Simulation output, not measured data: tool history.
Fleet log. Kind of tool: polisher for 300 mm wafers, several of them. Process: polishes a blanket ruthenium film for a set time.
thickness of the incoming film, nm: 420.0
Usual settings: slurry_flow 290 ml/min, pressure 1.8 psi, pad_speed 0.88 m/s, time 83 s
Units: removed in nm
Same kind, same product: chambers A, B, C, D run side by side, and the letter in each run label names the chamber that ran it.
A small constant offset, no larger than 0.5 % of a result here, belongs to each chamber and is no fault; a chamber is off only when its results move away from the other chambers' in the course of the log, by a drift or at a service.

| run | hour | slurry_flow | pressure | pad_speed | time | removed |
|---|---|---|---|---|---|---|
| 1A | 6.5 | 290 | 1.8 | 0.88 | 83 | 61.394 |
| 2C | 16.1 | 290 | 1.8 | 0.88 | 83 | 60.701 |
| 3B | 23.2 | 290 | 1.8 | 0.88 | 83 | 61.858 |
| 4D | 32.5 | 290 | 1.8 | 0.88 | 83 | 61.945 |
|  | 32.7 | chamber B: worn pad replaced by a new one |
| 5B | 42.8 | 290 | 1.8 | 0.88 | 83 | 61.717 |
|  | 44 | chamber D: worn pad replaced by a new one |
|  | 46.2 | chamber B: slurry nozzle cleaned |
| 6A | 50.7 | 290 | 1.8 | 0.88 | 83 | 61.227 |
| 7C | 56.9 | 290 | 1.8 | 0.88 | 83 | 60.94 |
| 8D | 62.7 | 290 | 1.8 | 0.88 | 104 | 77.812 |
| 9A | 72 | 290 | 1.8 | 0.88 | 104 | 76.54 |
|  | 78.9 | chamber A: worn pad replaced by a new one |
| 10D | 81.4 | 290 | 1.8 | 0.88 | 104 | 77.158 |
| 11C | 89.7 | 290 | 1.8 | 0.88 | 104 | 75.558 |
| 12B | 99 | 290 | 1.8 | 0.88 | 83 | 62.757 |
| 13D | 108 | 290 | 1.8 | 0.88 | 83 | 62.081 |
| 14B | 116.4 | 290 | 1.8 | 0.88 | 83 | 62.174 |
| 15C | 127.6 | 290 | 1.8 | 0.88 | 83 | 60.131 |
| 16A | 137.3 | 290 | 1.8 | 0.88 | 83 | 61.495 |
|  | 138.4 | chamber D: worn pad replaced by a new one |
| 17D | 147.8 | 290 | 1.8 | 0.88 | 83 | 62.014 |
|  | 154.4 | chamber B: worn pad replaced by a new one |
| 18B | 155.1 | 290 | 1.8 | 0.88 | 83 | 61.145 |
| 19C | 162.4 | 230 | 2.3 | 0.88 | 83 | 74.299 |
| 20A | 168.9 | 230 | 2.3 | 0.88 | 83 | 75.651 |
|  | 170.9 | chamber A: head pressure recalibrated |
|  | 176.6 | chamber C: worn pad replaced by a new one |
| 21B | 177.4 | 230 | 2.3 | 0.88 | 83 | 77.411 |
| 22D | 183.6 | 230 | 2.3 | 0.88 | 83 | 77.239 |
| 23C | 191.2 | 350 | 1.8 | 0.7 | 83 | 47.85 |
|  | 195.5 | chamber A: worn pad replaced by a new one |
|  | 198.1 | chamber A: slurry nozzle cleaned |
| 24A | 199.5 | 350 | 1.8 | 0.7 | 83 | 49.369 |
| 25C | 205.5 | 350 | 1.8 | 0.7 | 83 | 47.389 |
| 26A | 214.6 | 350 | 1.8 | 0.7 | 83 | 49.746 |
|  | 216.4 | chamber D: worn pad replaced by a new one |
| 27B | 220.1 | 290 | 1.8 | 0.98 | 111 | 92.585 |
| 28D | 232.1 | 290 | 1.8 | 0.98 | 111 | 91.302 |
| 29C | 241.5 | 290 | 1.8 | 0.98 | 111 | 86.516 |
| 30D | 247.7 | 290 | 1.8 | 0.98 | 111 | 91.973 |
| 31B | 256.9 | 290 | 1.8 | 0.88 | 83 | 61.9 |
| 32A | 266.2 | 290 | 1.8 | 0.88 | 83 | 60.775 |
| 33A | 277.2 | 290 | 1.8 | 0.88 | 83 | 61.539 |
|  | 281.9 | chamber B: worn pad replaced by a new one |
| 34B | 284 | 290 | 1.8 | 0.88 | 83 | 62.282 |
|  | 290.5 | chamber A: worn pad replaced by a new one |
| 35D | 294.5 | 290 | 1.8 | 0.88 | 83 | 61.917 |
|  | 295.5 | chamber D: worn pad replaced by a new one |
| 36C | 302.1 | 290 | 1.8 | 0.88 | 83 | 57.19 |
|  | 303.7 | chamber B: head pressure recalibrated |
| 37A | 308.4 | 290 | 1.8 | 0.88 | 83 | 61.315 |
| 38D | 319 | 290 | 2 | 1 | 83 | 78.453 |
| 39B | 329.9 | 290 | 2 | 1 | 83 | 77.858 |
| 40C | 341.8 | 290 | 2 | 1 | 83 | 71.556 |
| 41C | 353 | 290 | 2 | 1 | 83 | 70.257 |
| 42A | 359.3 | 290 | 1.8 | 0.88 | 83 | 60.919 |

One chamber off, gauge drift, or nothing amiss beyond the chambers' own small offsets? If it is a chamber, which one, and what is the likeliest cause?

Little by little, chamber C moves away from the other chambers.
What lies behind it: head's pressure below its setpoint, % = 8.59.

Chamber C could run next with any of the 4 candidate recipes listed below; each alters the usual settings, and their results appear as question marks. Which one brings its results back in line with what the other chambers deliver on the usual settings?
Maximum distance from the other chambers' mean on the usual settings for a result to count as in line: removed 1.4 nm
| 43C-1 | 367.9 | 290 | 1.9 | 0.92 | 83 | ? |
| 43C-2 | 367.9 | 295 | 2 | 0.98 | 83 | ? |
| 43C-3 | 367.9 | 290 | 1.7 | 0.82 | 76 | ? |
| 43C-4 | 367.9 | 290 | 1.8 | 0.8 | 83 | ? |

Mean of the other chambers on the usual settings: removed 61.565 nm
| run | removed |
|---|---|
| 43C-1 | 61.637 |
| 43C-2 | 69.286 |
| 43C-3 | 44.911 |
| 43C-4 | 50.705 |
The right change is 43C-1: it brings the chamber back within the allowed miss of the others.
